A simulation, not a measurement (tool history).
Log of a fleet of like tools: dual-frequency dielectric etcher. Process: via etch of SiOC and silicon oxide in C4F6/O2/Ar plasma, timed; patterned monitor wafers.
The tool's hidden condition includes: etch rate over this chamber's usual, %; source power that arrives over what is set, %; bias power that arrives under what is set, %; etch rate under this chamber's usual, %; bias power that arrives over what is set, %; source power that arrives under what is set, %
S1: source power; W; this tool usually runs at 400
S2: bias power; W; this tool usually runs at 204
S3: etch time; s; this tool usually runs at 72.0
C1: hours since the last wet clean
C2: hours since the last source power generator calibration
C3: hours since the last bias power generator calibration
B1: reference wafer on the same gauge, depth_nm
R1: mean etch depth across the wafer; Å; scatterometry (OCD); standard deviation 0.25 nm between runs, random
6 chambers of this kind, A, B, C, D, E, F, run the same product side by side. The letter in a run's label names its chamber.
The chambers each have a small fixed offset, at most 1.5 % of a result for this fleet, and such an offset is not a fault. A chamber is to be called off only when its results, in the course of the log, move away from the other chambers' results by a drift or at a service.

run 1F day=0.292 | S1=400 S2=204 S3=72.0 | C1=137.0 C2=2863.7 C3=1098.8 | B1=75.360 | R1=839.47
run 2B day=0.575 | S1=400 S2=204 S3=72.0 | C1=390.3 C2=2670.7 C3=627.8 | B1=75.440 | R1=854.91
run 3E day=1.079 | S1=400 S2=204 S3=72.0 | C1=282.3 C2=1643.7 C3=1704.6 | B1=75.443 | R1=848.16
run 4A day=1.412 | S1=400 S2=204 S3=72.0 | C1=231.9 C2=3628.7 C3=3010.8 | B1=75.405 | R1=836.93
run 5C day=1.721 | S1=400 S2=204 S3=72.0 | C1=326.6 C2=790.2 C3=3229.8 | B1=75.430 | R1=845.27
run 6D day=1.967 | S1=330 S2=204 S3=72.0 | C1=465.9 C2=1682.2 C3=686.7 | B1=75.361 | R1=792.82
run 7D day=2.408 | S1=330 S2=204 S3=72.0 | C1=476.5 C2=1692.8 C3=697.3 | B1=75.370 | R1=792.77
run 8C day=2.925 | S1=330 S2=204 S3=72.0 | C1=355.5 C2=819.1 C3=3258.7 | B1=75.386 | R1=779.73
run 9A day=3.267 | S1=330 S2=204 S3=72.0 | C1=276.4 C2=3673.2 C3=3055.3 | B1=75.420 | R1=775.02
run 10B day=3.608 | S1=330 S2=204 S3=72.0 | C1=463.1 C2=2743.5 C3=700.6 | B1=75.413 | R1=795.09
-- day=3.654 chamber C: wet clean of the chamber
run 11E day=3.996 | S1=330 S2=204 S3=72.0 | C1=352.3 C2=1713.7 C3=1774.6 | B1=75.377 | R1=785.49
run 12F day=4.275 | S1=400 S2=204 S3=72.0 | C1=232.6 C2=2959.3 C3=1194.4 | B1=75.438 | R1=839.55
-- day=4.396 chamber A: bias power generator calibrated
run 13D day=4.767 | S1=400 S2=204 S3=72.0 | C1=533.1 C2=1749.4 C3=753.9 | B1=75.426 | R1=850.43
run 14E day=5.254 | S1=400 S2=204 S3=72.0 | C1=382.5 C2=1743.9 C3=1804.8 | B1=75.457 | R1=845.06
run 15C day=5.729 | S1=400 S2=204 S3=72.0 | C1=49.8 C2=886.4 C3=3326.0 | B1=75.346 | R1=842.73
run 16F day=6.258 | S1=400 S2=204 S3=72.0 | C1=280.2 C2=3006.9 C3=1242.0 | B1=75.394 | R1=839.09
run 17B day=6.558 | S1=490 S2=204 S3=79.5 | C1=533.9 C2=2814.3 C3=771.4 | B1=75.376 | R1=1025.10
-- day=6.792 chamber E: wet clean of the chamber
run 18A day=7.012 | S1=490 S2=204 S3=79.5 | C1=366.3 C2=3763.1 C3=62.9 | B1=75.428 | R1=1003.40
-- day=7.296 chamber B: source power generator calibrated
run 19D day=7.471 | S1=490 S2=204 S3=79.5 | C1=598.0 C2=1814.3 C3=818.8 | B1=75.392 | R1=1016.10
-- day=7.888 chamber B: wet clean of the chamber
run 20F day=7.958 | S1=490 S2=204 S3=79.5 | C1=321.0 C2=3047.7 C3=1282.8 | B1=75.403 | R1=998.41
run 21A day=8.475 | S1=490 S2=204 S3=79.5 | C1=401.4 C2=3798.2 C3=98.0 | B1=75.401 | R1=1001.10
-- day=8.579 chamber D: wet clean of the chamber
-- day=8.625 chamber E: bias power generator calibrated
-- day=8.729 chamber A: wet clean of the chamber
run 22C day=8.742 | S1=490 S2=204 S3=79.5 | C1=122.1 C2=958.7 C3=3398.3 | B1=75.374 | R1=1007.90
run 23B day=9.212 | S1=400 S2=204 S3=72.0 | C1=31.9 C2=46.0 C3=835.1 | B1=75.405 | R1=822.70
run 24E day=9.696 | S1=400 S2=204 S3=72.0 | C1=69.8 C2=1850.5 C3=25.8 | B1=75.342 | R1=846.76
run 25E day=10.171 | S1=400 S2=204 S3=72.0 | C1=81.2 C2=1861.9 C3=37.2 | B1=75.357 | R1=844.38
run 26A day=10.571 | S1=400 S2=204 S3=72.0 | C1=44.3 C2=3848.5 C3=148.3 | B1=75.364 | R1=840.67
run 27D day=11.100 | S1=400 S2=204 S3=72.0 | C1=60.5 C2=1901.4 C3=905.9 | B1=75.385 | R1=856.15
run 28F day=11.600 | S1=400 S2=204 S3=72.0 | C1=408.4 C2=3135.1 C3=1370.2 | B1=75.333 | R1=841.38
run 29C day=12.042 | S1=400 S2=204 S3=72.0 | C1=201.3 C2=1037.9 C3=3477.5 | B1=75.421 | R1=838.82
run 30B day=12.446 | S1=400 S2=204 S3=72.0 | C1=109.5 C2=123.6 C3=912.7 | B1=75.411 | R1=823.86
run 31D day=12.742 | S1=400 S2=204 S3=72.0 | C1=99.9 C2=1940.8 C3=945.3 | B1=75.377 | R1=854.71
run 32B day=12.992 | S1=400 S2=204 S3=72.0 | C1=122.6 C2=136.7 C3=925.8 | B1=75.382 | R1=822.85
-- day=13.250 chamber F: wet clean of the chamber
run 33A day=13.450 | S1=400 S2=204 S3=72.0 | C1=113.4 C2=3917.6 C3=217.4 | B1=75.422 | R1=835.76
run 34C day=13.875 | S1=400 S2=204 S3=72.0 | C1=245.3 C2=1081.9 C3=3521.5 | B1=75.352 | R1=838.68
run 35F day=14.425 | S1=400 S2=204 S3=72.0 | C1=28.2 C2=3202.9 C3=1438.0 | B1=75.409 | R1=842.91
run 36E day=14.679 | S1=400 S2=204 S3=72.0 | C1=189.4 C2=1970.1 C3=145.4 | B1=75.397 | R1=843.95
run 37C day=15.054 | S1=400 S2=204 S3=72.0 | C1=273.6 C2=1110.2 C3=3549.8 | B1=75.335 | R1=842.83
run 38B day=15.592 | S1=400 S2=204 S3=72.0 | C1=185.0 C2=199.1 C3=988.2 | B1=75.370 | R1=823.35
-- day=15.783 chamber E: source power generator calibrated
run 39D day=16.071 | S1=400 S2=204 S3=72.0 | C1=179.8 C2=2020.7 C3=1025.2 | B1=75.363 | R1=849.51
run 40A day=16.408 | S1=400 S2=204 S3=72.0 | C1=184.4 C2=3988.6 C3=288.4 | B1=75.340 | R1=839.74
run 41F day=16.967 | S1=400 S2=204 S3=72.0 | C1=89.2 C2=3263.9 C3=1499.0 | B1=75.409 | R1=837.45
run 42E day=17.262 | S1=400 S2=204 S3=72.0 | C1=251.4 C2=35.5 C3=207.4 | B1=75.400 | R1=843.81
run 43C day=17.771 | S1=400 S2=204 S3=72.0 | C1=338.8 C2=1175.4 C3=3615.0 | B1=75.375 | R1=841.60

Decide between three cases: one chamber stands off from its peers, the gauge reading all wafers drifts, or nothing is wrong past each chamber's small offset. Where a chamber is off, say which and what most likely put it there.

A service left chamber B off against the others.
Most likely cause: etch rate under this chamber's usual, % = 3.81.

Below are 4 candidate recipes for chamber B's next run, each the usual settings with a change, their results shown as question marks. Which of them brings B's results back in line with what the other chambers give on the usual settings?
In line means no further than this from the other chambers' mean on the usual settings: R1 8.70 Å
run 44B-1 day=18.171 | S1=400 S2=204 S3=69.0 | R1=?
run 44B-2 day=18.171 | S1=400 S2=204 S3=75.0 | R1=?
run 44B-3 day=18.171 | S1=400 S2=205 S3=73.5 | R1=?
run 44B-4 day=18.171 | S1=390 S2=198 S3=72.0 | R1=?

Mean of the other chambers on the usual settings: R1 843.29 Å
run=44B-1 R1=789.21
run=44B-2 R1=857.84
run=44B-3 R1=842.04
run=44B-4 R1=807.49
It is 44B-3 that realigns the chamber with its peers.
